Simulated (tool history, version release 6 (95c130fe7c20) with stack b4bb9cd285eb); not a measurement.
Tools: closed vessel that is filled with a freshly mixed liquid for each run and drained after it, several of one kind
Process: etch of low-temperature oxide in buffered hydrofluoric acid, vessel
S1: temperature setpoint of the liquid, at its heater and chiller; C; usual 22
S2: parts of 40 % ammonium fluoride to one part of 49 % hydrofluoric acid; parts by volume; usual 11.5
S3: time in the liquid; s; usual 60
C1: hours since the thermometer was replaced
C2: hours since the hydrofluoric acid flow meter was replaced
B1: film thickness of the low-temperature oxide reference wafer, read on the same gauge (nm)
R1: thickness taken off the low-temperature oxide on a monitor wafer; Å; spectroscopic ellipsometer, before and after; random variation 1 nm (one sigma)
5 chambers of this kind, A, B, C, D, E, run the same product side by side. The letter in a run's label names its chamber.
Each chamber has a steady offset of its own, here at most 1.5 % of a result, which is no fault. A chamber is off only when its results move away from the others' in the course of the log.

run 1A hour=3.1 | S1=22 S2=11.5 S3=60 | C1=2419 C2=890.8 | B1=90.012 | R1=1769
run 2E hour=7.3 | S1=22 S2=11.5 S3=60 | C1=32.1 C2=2183.9 | B1=90.037 | R1=1785.3
run 3D hour=11.4 | S1=22 S2=11.5 S3=60 | C1=1422.1 C2=251.2 | B1=90.018 | R1=1782.7
run 4C hour=15.7 | S1=22 S2=11.5 S3=60 | C1=565.1 C2=1820 | B1=90.035 | R1=1760.8
run 5B hour=19.3 | S1=25 S2=11.5 S3=30 | C1=754.5 C2=1754.4 | B1=90.009 | R1=1031.2
run 6B hour=23 | S1=25 S2=11.5 S3=30 | C1=758.2 C2=1758.1 | B1=90.015 | R1=1025.2
run 7E hour=28.5 | S1=25 S2=11.5 S3=30 | C1=53.3 C2=2205.1 | B1=89.994 | R1=1056.2
run 8D hour=34 | S1=25 S2=11.5 S3=30 | C1=1444.7 C2=273.8 | B1=89.971 | R1=1053.7
run 9C hour=37.9 | S1=25 S2=11.5 S3=30 | C1=587.3 C2=1842.2 | B1=90.003 | R1=1034.4
run 10A hour=42 | S1=22 S2=11.5 S3=60 | C1=2457.9 C2=929.7 | B1=90.023 | R1=1759.7
run 11B hour=45.3 | S1=22 S2=11.5 S3=60 | C1=780.5 C2=1780.4 | B1=89.984 | R1=1741.6
run 12E hour=48.4 | S1=22 S2=11.5 S3=60 | C1=73.2 C2=2225 | B1=90.008 | R1=1783.3
run 13A hour=52.7 | S1=22 S2=11.5 S3=60 | C1=2468.6 C2=940.4 | B1=89.995 | R1=1737.4
run 14C hour=56.1 | S1=22 S2=11.5 S3=60 | C1=605.5 C2=1860.4 | B1=89.994 | R1=1763
run 15D hour=60.7 | S1=22 S2=11.5 S3=60 | C1=1471.4 C2=300.5 | B1=90.02 | R1=1768
run 16D hour=63.4 | S1=22 S2=11.5 S3=60 | C1=1474.1 C2=303.2 | B1=90.02 | R1=1769
run 17E hour=67.7 | S1=22 S2=11.5 S3=60 | C1=92.5 C2=2244.3 | B1=90.005 | R1=1809.2
run 18A hour=72.2 | S1=22 S2=11.5 S3=60 | C1=2488.1 C2=959.9 | B1=90.019 | R1=1746.5
run 19B hour=74.8 | S1=22 S2=11.5 S3=60 | C1=810 C2=1809.9 | B1=90.012 | R1=1742.8
run 20C hour=79.9 | S1=22 S2=11.5 S3=60 | C1=629.3 C2=1884.2 | B1=89.963 | R1=1754.2
run 21D hour=84.8 | S1=22 S2=11.5 S3=60 | C1=1495.5 C2=324.6 | B1=90.01 | R1=1791.7
run 22A hour=87.3 | S1=22 S2=11.5 S3=60 | C1=2503.2 C2=975 | B1=89.974 | R1=1760
run 23E hour=92 | S1=22 S2=11.5 S3=60 | C1=116.8 C2=2268.6 | B1=89.998 | R1=1812.7
run 24B hour=97.2 | S1=22 S2=11.5 S3=60 | C1=832.4 C2=1832.3 | B1=90.026 | R1=1734.6
run 25C hour=101.6 | S1=22 S2=11.5 S3=60 | C1=651 C2=1905.9 | B1=90.006 | R1=1750.3
run 26D hour=106.9 | S1=26.5 S2=11.5 S3=50 | C1=1517.6 C2=346.7 | B1=89.999 | R1=1871.9
run 27E hour=111.5 | S1=26.5 S2=11.5 S3=50 | C1=136.3 C2=2288.1 | B1=89.989 | R1=1898.8
run 28C hour=114.1 | S1=26.5 S2=11.5 S3=50 | C1=663.5 C2=1918.4 | B1=89.998 | R1=1868.1
run 29A hour=118.2 | S1=26.5 S2=11.5 S3=50 | C1=2534.1 C2=1005.9 | B1=90.029 | R1=1902
run 30B hour=122.4 | S1=26.5 S2=11.5 S3=50 | C1=857.6 C2=1857.5 | B1=90.037 | R1=1852.5

Next, every chamber runs the same settings. What will each give?
run 31A hour=126.4 | S1=22 S2=11.5 S3=60 | R1=?
run 31B hour=126.4 | S1=22 S2=11.5 S3=60 | R1=?
run 31C hour=126.4 | S1=22 S2=11.5 S3=60 | R1=?
run 31D hour=126.4 | S1=22 S2=11.5 S3=60 | R1=?
run 31E hour=126.4 | S1=22 S2=11.5 S3=60 | R1=?

run=31A R1=1763.6
run=31B R1=1757.5
run=31C R1=1769.5
run=31D R1=1766
run=31E R1=1791.3
